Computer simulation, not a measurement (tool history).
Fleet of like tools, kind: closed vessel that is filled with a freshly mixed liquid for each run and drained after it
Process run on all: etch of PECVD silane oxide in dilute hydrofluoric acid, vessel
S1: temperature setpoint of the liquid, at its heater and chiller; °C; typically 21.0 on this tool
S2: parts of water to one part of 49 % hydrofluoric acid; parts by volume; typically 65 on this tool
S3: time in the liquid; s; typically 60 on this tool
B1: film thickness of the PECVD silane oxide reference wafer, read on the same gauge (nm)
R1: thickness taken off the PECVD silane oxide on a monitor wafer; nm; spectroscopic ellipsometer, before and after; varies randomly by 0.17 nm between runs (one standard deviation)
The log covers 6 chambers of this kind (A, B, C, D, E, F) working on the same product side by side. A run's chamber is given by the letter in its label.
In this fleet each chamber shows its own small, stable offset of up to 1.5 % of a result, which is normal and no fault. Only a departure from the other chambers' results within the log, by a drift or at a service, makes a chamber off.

Run 1E, day 0.196: usual settings; B1 140.02. Result: R1 22.714 nm.
Run 2F, day 0.562: usual settings; B1 139.99. Result: R1 22.590 nm.
At day 0.612: chamber E: hydrofluoric acid flow meter replaced.
Run 3B, day 0.792: usual settings; B1 139.99. Result: R1 22.534 nm.
Run 4D, day 1.088: usual settings; B1 140.06. Result: R1 22.364 nm.
Run 5C, day 1.346: usual settings; B1 140.03. Result: R1 22.262 nm.
Run 6A, day 1.592: usual settings but S1 17.5 °C, S3 85 s; B1 140.00. Result: R1 27.660 nm.
Run 7C, day 1.892: usual settings but S1 17.5 °C, S3 85 s; B1 140.02. Result: R1 27.720 nm.
Run 8E, day 2.212: usual settings but S1 17.5 °C, S3 85 s; B1 139.97. Result: R1 27.763 nm.
Run 9B, day 2.408: usual settings but S1 17.5 °C, S3 85 s; B1 139.99. Result: R1 27.600 nm.
Run 10F, day 2.583: usual settings but S1 17.5 °C, S3 85 s; B1 139.97. Result: R1 27.618 nm.
Run 11A, day 2.862: usual settings but S1 17.5 °C, S3 85 s; B1 140.06. Result: R1 27.475 nm.
Run 12D, day 3.117: usual settings but S2 75 parts by volume; B1 139.97. Result: R1 19.077 nm.
Run 13D, day 3.371: usual settings but S2 75 parts by volume; B1 140.01. Result: R1 19.209 nm.
Run 14C, day 3.762: usual settings but S2 75 parts by volume; B1 140.02. Result: R1 19.160 nm.
Run 15E, day 3.946: usual settings but S2 75 parts by volume; B1 140.03. Result: R1 19.536 nm.
Run 16B, day 4.179: usual settings but S2 75 parts by volume; B1 139.99. Result: R1 19.514 nm.
Run 17A, day 4.400: usual settings but S2 75 parts by volume; B1 140.05. Result: R1 19.318 nm.
Run 18F, day 4.604: usual settings; B1 140.01. Result: R1 22.383 nm.
Run 19B, day 4.896: usual settings; B1 140.01. Result: R1 22.786 nm.
At day 4.979: chamber E: thermometer replaced.
Run 20F, day 5.154: usual settings; B1 139.99. Result: R1 22.313 nm.
Run 21E, day 5.329: usual settings but S2 35 parts by volume; B1 139.98. Result: R1 44.146 nm.
Run 22A, day 5.517: usual settings but S2 35 parts by volume; B1 140.03. Result: R1 43.720 nm.
At day 5.704: chamber F: thermometer replaced.
Run 23C, day 5.775: usual settings but S2 35 parts by volume; B1 139.99. Result: R1 43.835 nm.
Run 24D, day 5.979: usual settings but S2 35 parts by volume; B1 140.01. Result: R1 42.764 nm.
Run 25F, day 6.162: usual settings but S2 35 parts by volume; B1 139.98. Result: R1 43.575 nm.
Run 26D, day 6.467: usual settings but S2 35 parts by volume; B1 140.03. Result: R1 42.511 nm.
Run 27A, day 6.658: usual settings; B1 139.99. Result: R1 22.586 nm.
Run 28E, day 6.971: usual settings; B1 140.00. Result: R1 22.912 nm.
At day 7.079: chamber A: thermometer replaced.
Run 29B, day 7.308: usual settings but S2 35 parts by volume, S3 85 s; B1 140.00. Result: R1 62.046 nm.
Run 30C, day 7.579: usual settings but S2 35 parts by volume, S3 85 s; B1 140.00. Result: R1 62.042 nm.
Run 31B, day 7.788: usual settings but S2 35 parts by volume, S3 85 s; B1 139.97. Result: R1 62.022 nm.
Run 32F, day 8.067: usual settings but S2 35 parts by volume, S3 85 s; B1 139.98. Result: R1 61.770 nm.
Run 33C, day 8.250: usual settings but S2 35 parts by volume, S3 85 s; B1 140.05. Result: R1 62.693 nm.
Run 34E, day 8.629: usual settings but S2 35 parts by volume, S3 85 s; B1 140.05. Result: R1 61.109 nm.
Run 35D, day 8.854: usual settings; B1 140.02. Result: R1 22.493 nm.
Run 36A, day 9.054: usual settings; B1 139.97. Result: R1 22.672 nm.
Run 37F, day 9.367: usual settings; B1 140.02. Result: R1 22.517 nm.
Run 38B, day 9.742: usual settings; B1 139.99. Result: R1 22.840 nm.
Run 39D, day 10.017: usual settings; B1 139.98. Result: R1 22.471 nm.
Run 40E, day 10.233: usual settings; B1 139.93. Result: R1 22.511 nm.
Run 41C, day 10.479: usual settings; B1 140.00. Result: R1 22.529 nm.
Run 42A, day 10.688: usual settings; B1 140.04. Result: R1 22.599 nm.

Is one chamber off against the others, does the gauge drift, or is nothing wrong? If a chamber is off, say which, and what the likeliest cause is.

The fleet is healthy, with each chamber sitting at its usual small offset and no drift in the gauge.
